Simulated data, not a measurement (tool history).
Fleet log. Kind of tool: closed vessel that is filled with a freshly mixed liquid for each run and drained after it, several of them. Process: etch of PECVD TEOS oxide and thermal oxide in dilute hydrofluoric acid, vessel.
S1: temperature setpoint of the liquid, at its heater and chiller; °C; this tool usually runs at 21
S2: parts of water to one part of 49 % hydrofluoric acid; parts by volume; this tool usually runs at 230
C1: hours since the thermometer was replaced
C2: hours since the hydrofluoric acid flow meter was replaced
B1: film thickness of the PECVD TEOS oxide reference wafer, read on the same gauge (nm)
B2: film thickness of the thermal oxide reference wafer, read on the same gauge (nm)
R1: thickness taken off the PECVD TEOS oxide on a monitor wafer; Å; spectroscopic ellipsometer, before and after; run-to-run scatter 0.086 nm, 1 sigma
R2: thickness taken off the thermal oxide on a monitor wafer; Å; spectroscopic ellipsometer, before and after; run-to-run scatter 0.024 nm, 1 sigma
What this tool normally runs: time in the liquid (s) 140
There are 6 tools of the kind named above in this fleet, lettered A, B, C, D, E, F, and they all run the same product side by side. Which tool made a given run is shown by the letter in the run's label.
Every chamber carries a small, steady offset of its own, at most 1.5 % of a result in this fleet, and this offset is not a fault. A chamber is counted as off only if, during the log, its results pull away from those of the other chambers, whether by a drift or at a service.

run 1D hour=7.6 | S1=21 S2=230 time_in_the_liquid_(s)=140 | C1=599.4 C2=955 | B1=69.983 B2=120.02 | R1=111.03 R2=21.705
run 2E hour=14.3 | S1=21 S2=230 time_in_the_liquid_(s)=140 | C1=475.6 C2=1803.8 | B1=69.983 B2=120.01 | R1=111.62 R2=21.56
run 3C hour=18.7 | S1=21 S2=230 time_in_the_liquid_(s)=140 | C1=824.7 C2=1132.4 | B1=69.988 B2=119.99 | R1=109.48 R2=21.702
run 4F hour=26.8 | S1=21 S2=230 time_in_the_liquid_(s)=140 | C1=637.9 C2=1067.3 | B1=70.007 B2=120.01 | R1=111.43 R2=22.185
run 5A hour=33.3 | S1=21 S2=230 time_in_the_liquid_(s)=140 | C1=562.4 C2=181.7 | B1=69.982 B2=120.01 | R1=112.05 R2=21.244
run 6B hour=37.6 | S1=21 S2=230 time_in_the_liquid_(s)=140 | C1=492.3 C2=223.2 | B1=70.008 B2=119.97 | R1=112.81 R2=21.15
run 7C hour=44.6 | S1=21 S2=230 time_in_the_liquid_(s)=140 | C1=850.6 C2=1158.3 | B1=69.986 B2=120.02 | R1=111.99 R2=21.708
run 8B hour=52.6 | S1=21 S2=230 time_in_the_liquid_(s)=140 | C1=507.3 C2=238.2 | B1=70.019 B2=120 | R1=112.42 R2=21.609
run 9A hour=58.9 | S1=21 S2=230 time_in_the_liquid_(s)=140 | C1=588 C2=207.3 | B1=70.008 B2=119.98 | R1=111.16 R2=21.095
run 10E hour=64.2 | S1=21 S2=230 time_in_the_liquid_(s)=140 | C1=525.5 C2=1853.7 | B1=69.992 B2=120 | R1=112.09 R2=21.473
run 11D hour=70.9 | S1=21 S2=230 time_in_the_liquid_(s)=140 | C1=662.7 C2=1018.3 | B1=69.988 B2=120.02 | R1=110.81 R2=21.86
run 12F hour=76.1 | S1=21 S2=230 time_in_the_liquid_(s)=140 | C1=687.2 C2=1116.6 | B1=70.011 B2=119.99 | R1=112.06 R2=21.401
run 13F hour=82.6 | S1=21 S2=230 time_in_the_liquid_(s)=140 | C1=693.7 C2=1123.1 | B1=70.007 B2=119.98 | R1=112.05 R2=21.661
run 14B hour=89.7 | S1=21 S2=230 time_in_the_liquid_(s)=140 | C1=544.4 C2=275.3 | B1=70.004 B2=119.99 | R1=113.56 R2=21.112
run 15A hour=98.2 | S1=21 S2=230 time_in_the_liquid_(s)=140 | C1=627.3 C2=246.6 | B1=69.982 B2=119.98 | R1=110.87 R2=21.007
run 16D hour=106.6 | S1=21 S2=230 time_in_the_liquid_(s)=140 | C1=698.4 C2=1054 | B1=69.962 B2=119.99 | R1=110.36 R2=21.566
run 17C hour=110.4 | S1=25.5 S2=120 time_in_the_liquid_(s)=140 | C1=916.4 C2=1224.1 | B1=69.979 B2=119.97 | R1=289.48 R2=55.644
run 18E hour=116.1 | S1=25.5 S2=120 time_in_the_liquid_(s)=140 | C1=577.4 C2=1905.6 | B1=70.017 B2=119.99 | R1=288.13 R2=55.407
run 19B hour=123.7 | S1=25.5 S2=120 time_in_the_liquid_(s)=140 | C1=578.4 C2=309.3 | B1=69.992 B2=120.02 | R1=288.3 R2=55.108
run 20D hour=131.2 | S1=25.5 S2=120 time_in_the_liquid_(s)=140 | C1=723 C2=1078.6 | B1=69.966 B2=120.02 | R1=288.96 R2=55.765
run 21F hour=135 | S1=25.5 S2=120 time_in_the_liquid_(s)=140 | C1=746.1 C2=1175.5 | B1=69.971 B2=120 | R1=290.06 R2=55.516
-- hour=136.9 chamber D: hydrofluoric acid flow meter replaced
run 22A hour=143.3 | S1=25.5 S2=120 time_in_the_liquid_(s)=140 | C1=672.4 C2=291.7 | B1=70.015 B2=120 | R1=283.98 R2=54.993
run 23E hour=147.6 | S1=21 S2=230 time_in_the_liquid_(s)=140 | C1=608.9 C2=1937.1 | B1=69.96 B2=120.01 | R1=111.98 R2=21.282
run 24C hour=153.9 | S1=21 S2=230 time_in_the_liquid_(s)=140 | C1=959.9 C2=1267.6 | B1=70.01 B2=120.02 | R1=110.75 R2=21.355
run 25E hour=162.2 | S1=21 S2=230 time_in_the_liquid_(s)=140 | C1=623.5 C2=1951.7 | B1=70.011 B2=119.99 | R1=110.78 R2=20.993
run 26A hour=170 | S1=21 S2=230 time_in_the_liquid_(s)=140 | C1=699.1 C2=318.4 | B1=69.981 B2=119.97 | R1=112.54 R2=21.662
run 27C hour=175.3 | S1=21 S2=230 time_in_the_liquid_(s)=140 | C1=981.3 C2=1289 | B1=69.984 B2=120.03 | R1=111.94 R2=21.721
run 28F hour=182 | S1=21 S2=230 time_in_the_liquid_(s)=140 | C1=793.1 C2=1222.5 | B1=69.982 B2=119.96 | R1=112.38 R2=21.509
run 29B hour=189.6 | S1=21 S2=230 time_in_the_liquid_(s)=200 | C1=644.3 C2=375.2 | B1=70.006 B2=119.99 | R1=159.69 R2=30.404
run 30D hour=197.4 | S1=21 S2=230 time_in_the_liquid_(s)=200 | C1=789.2 C2=60.6 | B1=69.994 B2=119.96 | R1=160.11 R2=30.914
run 31C hour=201.5 | S1=21 S2=230 time_in_the_liquid_(s)=200 | C1=1007.5 C2=1315.2 | B1=70.015 B2=120.01 | R1=161.3 R2=31.069
run 32B hour=206.5 | S1=21 S2=230 time_in_the_liquid_(s)=200 | C1=661.2 C2=392.1 | B1=70.001 B2=120 | R1=161.55 R2=30.624
run 33F hour=210.6 | S1=21 S2=230 time_in_the_liquid_(s)=200 | C1=821.7 C2=1251.1 | B1=70.028 B2=120 | R1=160.9 R2=30.943
run 34D hour=215.6 | S1=21 S2=230 time_in_the_liquid_(s)=200 | C1=807.4 C2=78.8 | B1=70.015 B2=120.01 | R1=159.27 R2=31.231
run 35A hour=222.6 | S1=21 S2=230 time_in_the_liquid_(s)=140 | C1=751.7 C2=371 | B1=69.997 B2=120.04 | R1=112.52 R2=21.573
run 36E hour=228.5 | S1=21 S2=230 time_in_the_liquid_(s)=140 | C1=689.8 C2=2018 | B1=69.989 B2=120.01 | R1=110.78 R2=21.233
run 37D hour=237.1 | S1=21 S2=230 time_in_the_liquid_(s)=140 | C1=828.9 C2=100.3 | B1=69.988 B2=120.02 | R1=110.28 R2=21.528
run 38B hour=245 | S1=21 S2=230 time_in_the_liquid_(s)=140 | C1=699.7 C2=430.6 | B1=70.008 B2=120 | R1=112.71 R2=21.29
run 39A hour=250.9 | S1=21 S2=230 time_in_the_liquid_(s)=140 | C1=780 C2=399.3 | B1=69.967 B2=119.98 | R1=112.34 R2=21.256
run 40F hour=255.3 | S1=21 S2=230 time_in_the_liquid_(s)=140 | C1=866.4 C2=1295.8 | B1=69.972 B2=120.03 | R1=112.6 R2=21.243

Decide between three cases: one chamber stands off from its peers, the gauge reading all wafers drifts, or nothing is wrong past each chamber's small offset. Where a chamber is off, say which and what most likely put it there.

Neither any chamber nor the gauge drifts; the chambers differ only by their own small, steady offsets.

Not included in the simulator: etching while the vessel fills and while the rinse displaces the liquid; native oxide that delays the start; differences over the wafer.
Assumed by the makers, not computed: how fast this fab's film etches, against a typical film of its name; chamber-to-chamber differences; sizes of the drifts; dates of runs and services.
